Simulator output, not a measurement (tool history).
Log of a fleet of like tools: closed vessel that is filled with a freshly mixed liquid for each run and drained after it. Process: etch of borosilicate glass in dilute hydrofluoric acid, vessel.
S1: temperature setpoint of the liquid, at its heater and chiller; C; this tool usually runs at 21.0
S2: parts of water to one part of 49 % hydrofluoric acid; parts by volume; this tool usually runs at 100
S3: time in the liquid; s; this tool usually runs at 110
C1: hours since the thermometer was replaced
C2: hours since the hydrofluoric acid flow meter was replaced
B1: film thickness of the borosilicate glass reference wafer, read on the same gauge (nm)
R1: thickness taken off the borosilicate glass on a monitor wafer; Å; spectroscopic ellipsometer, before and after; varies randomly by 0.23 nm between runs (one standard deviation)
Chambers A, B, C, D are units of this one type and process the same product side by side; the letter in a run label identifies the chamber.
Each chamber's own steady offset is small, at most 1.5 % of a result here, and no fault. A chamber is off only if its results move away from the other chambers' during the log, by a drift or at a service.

run 1B hour=9.0 | S1=21.0 S2=100 S3=110 | C1=2323.7 C2=1350.7 | B1=120.00 | R1=291.55
run 2D hour=17.1 | S1=21.0 S2=100 S3=110 | C1=1215.8 C2=343.1 | B1=120.02 | R1=304.68
run 3C hour=23.8 | S1=21.0 S2=100 S3=110 | C1=1419.4 C2=309.8 | B1=119.99 | R1=300.74
run 4A hour=32.8 | S1=21.0 S2=100 S3=110 | C1=1742.2 C2=670.5 | B1=119.98 | R1=296.16
run 5D hour=44.6 | S1=21.0 S2=100 S3=110 | C1=1243.3 C2=370.6 | B1=119.97 | R1=293.85
run 6B hour=56.2 | S1=21.0 S2=100 S3=110 | C1=2370.9 C2=1397.9 | B1=120.00 | R1=297.55
-- hour=61.9 chamber C: thermometer replaced
run 7C hour=70.2 | S1=21.0 S2=100 S3=110 | C1=8.4 C2=356.2 | B1=120.03 | R1=302.91
run 8A hour=78.5 | S1=21.0 S2=100 S3=110 | C1=1787.9 C2=716.2 | B1=119.97 | R1=299.67
run 9B hour=91.4 | S1=21.0 S2=100 S3=110 | C1=2406.1 C2=1433.1 | B1=120.00 | R1=301.25
run 10D hour=103.5 | S1=21.0 S2=100 S3=110 | C1=1302.2 C2=429.5 | B1=119.98 | R1=298.05
-- hour=106.8 chamber A: hydrofluoric acid flow meter replaced
run 11A hour=110.2 | S1=21.0 S2=100 S3=110 | C1=1819.6 C2=3.4 | B1=120.01 | R1=302.17
-- hour=112.7 chamber B: thermometer replaced
run 12C hour=120.4 | S1=21.0 S2=100 S3=110 | C1=58.6 C2=406.4 | B1=120.00 | R1=300.82
-- hour=123.4 chamber B: hydrofluoric acid flow meter replaced
run 13C hour=130.4 | S1=21.0 S2=100 S3=110 | C1=68.6 C2=416.4 | B1=120.01 | R1=299.40
run 14D hour=144.1 | S1=21.0 S2=100 S3=110 | C1=1342.8 C2=470.1 | B1=119.99 | R1=298.25
run 15A hour=157.9 | S1=25.5 S2=60 S3=110 | C1=1867.3 C2=51.1 | B1=119.95 | R1=617.24
run 16B hour=169.6 | S1=25.5 S2=60 S3=110 | C1=57.0 C2=46.2 | B1=120.00 | R1=615.93
run 17A hour=181.4 | S1=25.5 S2=60 S3=110 | C1=1890.8 C2=74.6 | B1=119.98 | R1=631.97
run 18B hour=194.1 | S1=25.5 S2=60 S3=110 | C1=81.5 C2=70.7 | B1=119.99 | R1=617.12
run 19C hour=204.0 | S1=21.0 S2=100 S3=110 | C1=142.2 C2=490.0 | B1=119.99 | R1=300.13
run 20D hour=214.1 | S1=21.0 S2=100 S3=110 | C1=1412.8 C2=540.1 | B1=119.98 | R1=301.36
run 21A hour=224.7 | S1=21.0 S2=120 S3=85 | C1=1934.1 C2=117.9 | B1=119.99 | R1=186.17
run 22C hour=239.4 | S1=21.0 S2=120 S3=85 | C1=177.6 C2=525.4 | B1=120.02 | R1=187.67
run 23D hour=249.6 | S1=21.0 S2=120 S3=85 | C1=1448.3 C2=575.6 | B1=120.01 | R1=188.54
run 24B hour=256.6 | S1=21.0 S2=120 S3=85 | C1=144.0 C2=133.2 | B1=120.02 | R1=185.58
run 25A hour=267.4 | S1=21.0 S2=100 S3=110 | C1=1976.8 C2=160.6 | B1=120.01 | R1=301.86
run 26B hour=280.9 | S1=21.0 S2=100 S3=110 | C1=168.3 C2=157.5 | B1=119.99 | R1=293.08
run 27D hour=288.4 | S1=23.5 S2=100 S3=110 | C1=1487.1 C2=614.4 | B1=120.02 | R1=331.29
run 28C hour=302.4 | S1=23.5 S2=100 S3=110 | C1=240.6 C2=588.4 | B1=119.98 | R1=330.81
-- hour=310.1 chamber D: hydrofluoric acid flow meter replaced
run 29C hour=317.5 | S1=23.5 S2=100 S3=110 | C1=255.7 C2=603.5 | B1=120.00 | R1=332.83
run 30D hour=326.5 | S1=23.5 S2=100 S3=110 | C1=1525.2 C2=16.5 | B1=119.98 | R1=328.04
run 31B hour=333.9 | S1=22.5 S2=100 S3=110 | C1=221.3 C2=210.5 | B1=119.94 | R1=314.44
run 32A hour=341.2 | S1=22.5 S2=100 S3=110 | C1=2050.6 C2=234.4 | B1=120.00 | R1=320.55
-- hour=344.7 chamber D: thermometer replaced
run 33A hour=348.6 | S1=22.5 S2=100 S3=110 | C1=2058.0 C2=241.8 | B1=120.06 | R1=317.25
run 34C hour=363.4 | S1=22.5 S2=100 S3=110 | C1=301.6 C2=649.4 | B1=119.98 | R1=320.93
run 35B hour=376.4 | S1=21.0 S2=100 S3=110 | C1=263.8 C2=253.0 | B1=120.01 | R1=296.35
run 36D hour=389.8 | S1=21.0 S2=100 S3=110 | C1=45.1 C2=79.8 | B1=120.03 | R1=303.38
run 37B hour=401.7 | S1=23.5 S2=100 S3=110 | C1=289.1 C2=278.3 | B1=119.98 | R1=323.30
run 38A hour=413.3 | S1=23.5 S2=100 S3=110 | C1=2122.7 C2=306.5 | B1=119.96 | R1=329.26
run 39D hour=427.3 | S1=23.5 S2=100 S3=110 | C1=82.6 C2=117.3 | B1=119.97 | R1=332.88
run 40C hour=439.1 | S1=23.5 S2=100 S3=110 | C1=377.3 C2=725.1 | B1=119.98 | R1=326.66
run 41B hour=452.6 | S1=21.0 S2=100 S3=110 | C1=340.0 C2=329.2 | B1=120.00 | R1=295.56
run 42C hour=467.8 | S1=21.0 S2=100 S3=110 | C1=406.0 C2=753.8 | B1=120.00 | R1=298.81

For the next run the whole fleet of 4 chambers uses the same settings. Give each chamber's results:
run 43A hour=478.6 | S1=21.0 S2=100 S3=155 | R1=?
run 43B hour=478.6 | S1=21.0 S2=100 S3=155 | R1=?
run 43C hour=478.6 | S1=21.0 S2=100 S3=155 | R1=?
run 43D hour=478.6 | S1=21.0 S2=100 S3=155 | R1=?

run=43A R1=423.30
run=43B R1=416.59
run=43C R1=422.55
run=43D R1=420.86

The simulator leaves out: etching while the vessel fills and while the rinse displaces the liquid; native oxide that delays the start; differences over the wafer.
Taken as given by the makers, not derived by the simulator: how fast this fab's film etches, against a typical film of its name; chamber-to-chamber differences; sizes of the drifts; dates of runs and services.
